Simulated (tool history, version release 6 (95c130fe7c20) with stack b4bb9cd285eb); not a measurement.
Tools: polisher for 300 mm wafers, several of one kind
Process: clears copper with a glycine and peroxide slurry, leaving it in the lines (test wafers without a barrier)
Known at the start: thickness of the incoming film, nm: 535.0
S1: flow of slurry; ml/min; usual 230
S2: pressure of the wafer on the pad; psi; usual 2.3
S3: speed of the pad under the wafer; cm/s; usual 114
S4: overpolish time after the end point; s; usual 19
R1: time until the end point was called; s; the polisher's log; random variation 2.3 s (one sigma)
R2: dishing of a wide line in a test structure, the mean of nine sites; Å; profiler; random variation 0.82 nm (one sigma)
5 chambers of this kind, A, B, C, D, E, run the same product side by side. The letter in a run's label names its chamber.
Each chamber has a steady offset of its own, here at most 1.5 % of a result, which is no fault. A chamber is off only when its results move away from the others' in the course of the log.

run	hour	S1	S2	S3	S4	R1	R2
1B	3.5	230	2.3	114	19	115.7	473.36
2D	10.1	230	2.3	114	19	122.72	453.9
# hour 12.4: chamber A: slurry nozzle cleaned
3E	15.2	230	2.3	114	19	115.28	472.08
4A	21.9	230	2.3	114	19	119.84	468.12
# hour 23.7: chamber D: worn pad replaced by a new one
# hour 25.4: chamber E: worn pad replaced by a new one
5C	27.1	230	2.3	114	19	116.24	442.33
6B	31.7	230	2.3	114	19	115.2	462.34
7A	39.3	230	2.3	114	19	115.59	465.2
8D	43.9	230	2.3	114	19	116.09	460.55
9E	51	230	2.3	114	19	115.27	450.48
# hour 54.1: chamber A: worn pad replaced by a new one
10C	54.8	230	2.3	114	19	121.55	450.48
# hour 59.7: chamber B: worn pad replaced by a new one
11D	62.3	230	2.3	114	19	120.46	459.21
12A	69.8	230	2.3	114	19	120.28	465.33
13B	75.1	230	2.3	114	19	116.43	466.34
14C	79	230	2.9	114	19	99.871	514.39
15E	86.1	230	2.9	114	19	95.395	527.92
16A	93.1	230	2.9	114	19	99.344	523.65
17B	98	230	2.9	114	19	95.693	533.33
18D	103.4	230	2.9	114	19	103.02	522.76
# hour 106.9: chamber B: head pressure recalibrated
19E	107.7	230	2.3	114	19	118.02	488.64
# hour 111.1: chamber A: worn pad replaced by a new one
20C	111.3	230	2.3	114	19	120.28	457.15
21C	116.7	230	2.3	114	19	123.73	461.7
22A	120.3	230	2.3	114	19	113.61	477.84
23E	126.7	230	2.3	114	19	117.22	467.14
# hour 128.5: chamber C: worn pad replaced by a new one
# hour 130.5: chamber D: worn pad replaced by a new one
24B	132.6	230	2.8	114	19	102.84	531.72
25D	136.1	230	2.8	114	19	104.91	501.81
26B	142.6	230	2.8	114	19	98.605	534.92
# hour 145.5: chamber E: worn pad replaced by a new one
27D	149.9	230	2.8	114	19	102.17	511.97
28C	154.5	230	2.8	114	19	106	510.57
29E	158.3	230	2.3	114	19	115.11	459.54
30A	163.6	230	2.3	114	19	120.68	463.61
31E	167.5	230	2.3	114	19	117.42	459.87
# hour 168.1: chamber A: worn pad replaced by a new one
# hour 168.7: chamber C: slurry nozzle cleaned
32D	173.1	230	2.3	114	19	120.25	461.86
33A	177.6	230	2.3	114	19	118.38	458.61
34C	181.9	230	2.3	114	19	120.08	460.7
35B	185.4	230	2.3	114	19	114.6	468.61
36A	188.8	230	2.8	80	19	133.3	444.51
37E	192.4	230	2.8	80	19	139.68	439.41
38B	199.9	230	2.8	80	19	134.79	455.88
# hour 206.2: chamber D: slurry nozzle cleaned
39C	206.9	230	2.8	80	19	133.17	425.35
40D	214.5	230	2.8	80	19	138.39	450.39

What goes on in this fleet: one chamber off, a drifting gauge, or nothing beyond the chambers' own small offsets? Name the chamber and the cause, if any.

No chamber stands off beyond its own small offset, and the gauge holds steady.
